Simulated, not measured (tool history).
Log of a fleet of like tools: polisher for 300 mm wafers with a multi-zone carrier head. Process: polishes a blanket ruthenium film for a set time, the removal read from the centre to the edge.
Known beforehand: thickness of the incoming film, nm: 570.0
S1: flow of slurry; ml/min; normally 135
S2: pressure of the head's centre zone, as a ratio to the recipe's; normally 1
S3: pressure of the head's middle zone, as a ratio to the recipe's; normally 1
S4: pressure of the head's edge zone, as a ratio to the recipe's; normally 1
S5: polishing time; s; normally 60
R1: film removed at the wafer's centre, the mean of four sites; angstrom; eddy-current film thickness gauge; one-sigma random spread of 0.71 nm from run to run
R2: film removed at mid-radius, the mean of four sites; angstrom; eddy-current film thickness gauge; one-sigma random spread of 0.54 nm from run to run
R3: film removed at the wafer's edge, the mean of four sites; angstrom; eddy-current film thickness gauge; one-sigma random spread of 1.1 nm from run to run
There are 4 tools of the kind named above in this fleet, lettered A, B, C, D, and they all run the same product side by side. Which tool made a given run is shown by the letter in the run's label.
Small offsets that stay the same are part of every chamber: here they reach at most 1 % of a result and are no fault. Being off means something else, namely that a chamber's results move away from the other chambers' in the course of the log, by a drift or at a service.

run,hour,S1,S2,S3,S4,S5,R1,R2,R3
1D,7.8,135,1,1,1,60,776.85,751.79,776.57
# hour 9.4: chamber A: worn pad replaced by a new one
2C,15.4,135,1,1,1,60,772.73,765.98,762
3B,26.5,135,1,1,1,60,773.44,757.31,774.51
# hour 31.4: chamber C: worn pad replaced by a new one
4A,37.8,135,1,1,1,60,776.99,757.44,777.03
5D,44.3,135,1,1,1,60,775.48,764.49,765.06
# hour 48.2: chamber D: worn pad replaced by a new one
6C,54.5,135,1,1,1,60,762.85,757.89,760.93
7B,65.7,135,1,1,1,60,763.17,766.2,761.64
# hour 68.5: chamber A: worn pad replaced by a new one
8A,75.4,135,1,1,1,60,757.5,748,780.58
# hour 78.3: chamber A: slurry nozzle cleaned
9D,85.3,135,1,1.05,1,60,756.72,799.86,769.38
10A,96.3,135,1,1.05,1,60,773.7,794.6,769.2
11B,102.1,135,1,1.05,1,60,785.23,796.84,757.6
# hour 105: chamber D: worn pad replaced by a new one
# hour 105.6: chamber C: worn pad replaced by a new one
12C,112.7,135,1,1.05,1,60,759.41,808.43,742.96
# hour 119.3: chamber B: worn pad replaced by a new one
13C,125.1,135,1,1,1,60,759.33,752.83,776.46
# hour 131.2: chamber A: edge zone pressure recalibrated
14A,134.9,135,1,1.04,0.94,60,756.02,792.59,726.91
# hour 142.8: chamber A: worn pad replaced by a new one
15D,143.4,135,1,1.04,0.94,60,758.73,797.54,739.4
16B,150.2,135,1,1.04,0.94,60,773.81,792.42,745.22
17D,159.9,135,1,1.04,0.94,60,763.83,797.93,720.55
18C,166.6,135,1,1,1,60,772.2,750.54,759.27
19A,172.5,135,1,1,1,60,760.72,760.77,762.65
# hour 174.9: chamber C: worn pad replaced by a new one
# hour 176.2: chamber D: worn pad replaced by a new one
# hour 177: chamber B: slurry nozzle cleaned
# hour 177.4: chamber C: edge zone pressure recalibrated
# hour 178.7: chamber B: edge zone pressure recalibrated
20B,179.7,135,1,1,1,60,767.46,753.31,781.17
21A,190.7,135,1,1,1,60,762.33,763.13,771.93
22C,197.4,135,1,1,1.07,60,754.41,764.94,803.62
# hour 209: chamber D: edge zone pressure recalibrated
23D,209.8,135,1,1,1.07,60,774.9,762.22,777.56
# hour 213.1: chamber D: slurry nozzle cleaned
# hour 216.8: chamber A: worn pad replaced by a new one
24B,221.9,135,1,1,1.07,60,779.52,757.29,778.36
25C,234,135,1,1,1.07,60,755,760.45,784.18
# hour 235.5: chamber C: worn pad replaced by a new one
# hour 239.4: chamber B: worn pad replaced by a new one
# hour 241.6: chamber D: worn pad replaced by a new one
# hour 241.7: chamber C: slurry nozzle cleaned
26D,245.3,135,1,1,1,60,768.19,757.73,749.39
27A,256,135,1,1,1,60,758.87,764.01,766.94
# hour 258.8: chamber B: centre zone pressure recalibrated
28B,264.4,170,1,1,1,60,806.97,795.83,785.69
29B,270.6,170,1,1,1,60,810.81,811.39,781.81
# hour 273: chamber A: worn pad replaced by a new one
30C,278.1,170,1,1,1,60,796.49,794.93,793.4
31D,286.7,170,1,1,1,60,795.34,811.05,780.26
# hour 293.3: chamber A: slurry nozzle cleaned
32A,294.1,135,1,1,1,60,771.35,760.86,789.26
# hour 305.4: chamber D: worn pad replaced by a new one
33A,305.6,135,1,1,1,60,767.32,765.27,768.72
# hour 310.2: chamber C: worn pad replaced by a new one
34D,316,115,1,1,1,60,736.16,730.72,742.16
35B,324.4,115,1,1,1,60,724.55,731.13,743.5
36C,330,115,1,1,1,60,731.71,738.98,741.32

Each of the 4 chambers runs these same settings next. Fill in every chamber's results:
37A,339.2,135,1,1,0.93,60,?,?,?
37B,339.2,135,1,1,0.93,60,?,?,?
37C,339.2,135,1,1,0.93,60,?,?,?
37D,339.2,135,1,1,0.93,60,?,?,?

run,R1,R2,R3
37A,769.13,778.46,760.04
37B,768.17,761.39,737.3
37C,759.25,758.34,736.15
37D,768.96,761.1,740.67
